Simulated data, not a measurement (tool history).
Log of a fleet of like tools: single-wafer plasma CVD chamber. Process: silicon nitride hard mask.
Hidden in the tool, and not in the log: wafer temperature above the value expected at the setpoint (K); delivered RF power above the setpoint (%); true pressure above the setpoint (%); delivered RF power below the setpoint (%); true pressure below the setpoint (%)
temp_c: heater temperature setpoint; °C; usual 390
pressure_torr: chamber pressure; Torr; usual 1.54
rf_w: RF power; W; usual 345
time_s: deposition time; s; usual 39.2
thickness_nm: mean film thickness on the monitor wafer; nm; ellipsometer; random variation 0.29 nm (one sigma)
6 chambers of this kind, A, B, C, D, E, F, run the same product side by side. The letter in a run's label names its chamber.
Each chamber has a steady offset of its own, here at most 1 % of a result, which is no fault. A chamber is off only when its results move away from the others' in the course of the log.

run   hour  temp_c  pressure_torr  rf_w  time_s  hours since the last thermocouple change  hours since the last RF generator calibration  hours since the last manometer calibration  read-back reference wafer on the same gauge, thickness_nm  thickness_nm
 1B      6     390           1.54   345    39.2                                    1960.1                                           45.3                                      1227.9                                                      56.91        48.754
 2E   14.7     390           1.54   345    39.2                                     192.3                                            430                                       577.7                                                     56.973        49.448
 3C   23.4     390           1.54   345    39.2                                     325.3                                         2388.6                                          61                                                     56.994        49.642
 4D   32.7     390           1.54   345    39.2                                    1641.2                                         1353.4                                      1484.6                                                     57.005        48.944
 5A   36.9     390           1.54   345    39.2                                      1020                                         1406.7                                      1819.5                                                     57.025        49.318
 6F   42.2     390           1.54   345    39.2                                       622                                          526.5                                       935.6                                                     57.103         48.07
 7D   46.9     390           1.54   345    39.2                                    1655.4                                         1367.6                                      1498.8                                                     57.042        48.905
 8C   54.6     390           1.54   345    39.2                                     356.5                                         2419.8                                        92.2                                                     56.984        48.687
 9E   61.8     390           1.54   345    39.2                                     239.4                                          477.1                                       624.8                                                      57.06        48.989
10A   71.4     390           1.54   305    39.2                                    1054.5                                         1441.2                                        1854                                                     56.979        45.419
11F   77.3     390           1.54   305    39.2                                     657.1                                          561.6                                       970.7                                                     57.006        45.076
12B   86.5     390           1.54   305    39.2                                    2040.6                                          125.8                                      1308.4                                                     56.992        44.895
13D   94.8     390           1.54   305    39.2                                    1703.3                                         1415.5                                      1546.7                                                     56.884         45.01
14E  103.6     390           1.54   305    39.2                                     281.2                                          518.9                                       666.6                                                     57.016        45.136
15F  109.7     390           1.54   305    39.2                                     689.5                                            594                                      1003.1                                                      56.99        44.643
16A  118.4     390           1.54   345    39.2                                    1101.5                                         1488.2                                        1901                                                     56.942        48.717
17C  127.5     390           1.54   345    39.2                                     429.4                                         2492.7                                       165.1                                                     57.076        49.444
18B  136.6     390           1.54   345    39.2                                    2090.7                                          175.9                                      1358.5                                                     57.067          48.9
19E  141.4     390           1.54   345    39.2                                       319                                          556.7                                       704.4                                                     57.073        48.522
20A  146.7     390           1.54   345    39.2                                    1129.8                                         1516.5                                      1929.3                                                     57.035         48.99
     149.9  -- chamber C: RF generator calibrated
21F  153.4     390           1.54   345    39.2                                     733.2                                          637.7                                      1046.8                                                      57.09        49.288
22C  158.5     399           1.54   345    42.8                                     460.4                                            8.6                                       196.1                                                     56.988        53.772
23B  163.5     399           1.54   345    42.8                                    2117.6                                          202.8                                      1385.4                                                     56.982        53.454
24D  169.8     399           1.54   345    42.8                                    1778.3                                         1490.5                                      1621.7                                                     56.885        53.354
25A  174.9     399           1.54   345    42.8                                      1158                                         1544.7                                      1957.5                                                     57.042        53.213
26D  180.1     399           1.54   345    42.8                                    1788.6                                         1500.8                                        1632                                                     57.025        52.971
27F    189     399           1.54   345    42.8                                     768.8                                          673.3                                      1082.4                                                     57.078        52.829
28B    196     390           1.54   345    39.2                                    2150.1                                          235.3                                      1417.9                                                     56.928        49.265
29E  202.4     390           1.54   345    39.2                                       380                                          617.7                                       765.4                                                     56.966        49.098
30C  210.4     390           1.54   345    39.2                                     512.3                                           60.5                                         248                                                     57.011        49.305
31E  218.7     390           1.54   345    39.2                                     396.3                                            634                                       781.7                                                     56.903        48.735
32D  225.6     390           1.54   345    39.2                                    1834.1                                         1546.3                                      1677.5                                                     57.034        48.395
33A  232.6     390           1.54   345    42.2                                    1215.7                                         1602.4                                      2015.2                                                     57.002        53.053
34F  240.4     390           1.54   345    42.2                                     820.2                                          724.7                                      1133.8                                                     57.025        52.429
35B  245.5     390           1.54   345    42.2                                    2199.6                                          284.8                                      1467.4                                                      56.95        52.959
36C    250     390           1.54   345    42.2                                     551.9                                          100.1                                       287.6                                                     56.966        53.255
37A  256.1     390           1.54   345    42.2                                    1239.2                                         1625.9                                      2038.7                                                     56.977        53.165

What goes on in this fleet: one chamber off, a drifting gauge, or nothing beyond the chambers' own small offsets? Name the chamber and the cause, if any.

No chamber stands off beyond its own small offset, and the gauge holds steady.
